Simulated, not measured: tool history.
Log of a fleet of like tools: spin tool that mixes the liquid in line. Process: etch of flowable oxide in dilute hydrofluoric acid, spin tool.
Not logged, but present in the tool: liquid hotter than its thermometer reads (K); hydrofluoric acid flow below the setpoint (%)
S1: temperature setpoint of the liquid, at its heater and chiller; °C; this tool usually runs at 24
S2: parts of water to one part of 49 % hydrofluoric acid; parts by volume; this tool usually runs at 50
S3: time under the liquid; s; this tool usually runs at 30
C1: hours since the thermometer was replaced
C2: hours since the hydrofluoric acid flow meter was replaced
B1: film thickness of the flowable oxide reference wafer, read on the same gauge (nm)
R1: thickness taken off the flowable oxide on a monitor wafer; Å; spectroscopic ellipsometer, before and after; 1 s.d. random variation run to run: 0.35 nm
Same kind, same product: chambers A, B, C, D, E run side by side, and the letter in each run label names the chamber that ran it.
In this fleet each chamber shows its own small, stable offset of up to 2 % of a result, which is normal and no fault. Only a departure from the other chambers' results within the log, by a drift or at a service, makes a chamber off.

run,day,S1,S2,S3,C1,C2,B1,R1
1E,0.188,24,50,30,456.1,1477,139.97,440.83
2B,0.475,24,50,30,838.1,432.8,139.95,447.42
3D,0.783,24,50,30,853.9,1062.8,140.02,436.59
4C,0.979,24,50,30,886.4,190.5,140.01,432.72
5A,1.146,24,50,30,1598.1,366.9,140.01,442.21
6A,1.371,24,50,30,1603.5,372.3,139.99,444.22
7B,1.6,24,50,30,865.1,459.8,140.01,445.06
8D,1.871,24,50,30,880,1088.9,139.97,430.47
9E,2.2,24,50,30,504.4,1525.3,140.03,442.92
10C,2.446,24,50,30,921.6,225.7,140,441
11B,2.608,24,50,30,889.3,484,139.97,440.54
12A,2.929,21,40,30,1640.9,409.7,140.02,492.5
13D,3.112,21,40,30,909.8,1118.7,140,478.46
14E,3.317,21,40,30,531.2,1552.1,140.01,491.13
# day 3.367: chamber E: hydrofluoric acid flow meter replaced
15C,3.617,21,40,30,949.7,253.8,139.99,483.56
16C,3.95,21,40,30,957.7,261.8,140.01,477.21
17A,4.162,24,50,30,1670.5,439.3,139.97,444.02
18B,4.396,24,50,30,932.2,526.9,139.99,443.97
19E,4.692,24,50,30,564.2,31.9,140,440.27
20D,4.938,24,50,30,953.6,1162.5,139.99,431.78
21C,5.288,24,50,30,989.8,293.9,140.01,425.67
22E,5.533,24,50,30,584.4,52.1,139.98,443.11
23D,5.862,24,50,30,975.8,1184.7,139.98,432.43
24A,6.192,24,50,30,1719.2,488,140,438.64
25B,6.383,24,50,30,979.9,574.6,140.02,448.42
26E,6.642,24,50,30,611,78.7,139.99,444.33
27A,6.808,24,50,30,1734,502.8,140.01,444.26
28C,7.158,24,50,30,1034.7,338.8,139.94,406.23
29D,7.354,24,50,30,1011.6,1220.5,140.01,429.51
30B,7.625,24,70,30,1009.7,604.4,139.96,299.97
31B,7.888,24,70,30,1016,610.7,140.01,309.4
32E,8.204,24,70,30,648.5,116.2,139.97,310.97

Is one chamber off against the others, does the gauge drift, or is nothing wrong? If a chamber is off, say which, and what the likeliest cause is.

It is chamber C that slowly wanders off from its peers.
What lies behind it: hydrofluoric acid flow below the setpoint (%) = 9.1.
With only this log, it may be confused with: liquid colder than its thermometer reads (K).

Which of the 4 candidates below, each the usual settings with something changed and its results left as question marks, puts chamber C back in line with what the other chambers give on the usual settings?
Maximum distance from the other chambers' mean on the usual settings for a result to count as in line: R1 12 Å
33C-1,8.458,24,55,30,,,,?
33C-2,8.458,26.5,50,30,,,,?
33C-3,8.458,25,50,30,,,,?
33C-4,8.458,23,50,30,,,,?

The other chambers' mean on the usual settings: R1 439.91 Å
run,R1
33C-1,357.42
33C-2,438.11
33C-3,412.68
33C-4,380.68
33C-2 brings the chamber back in line.
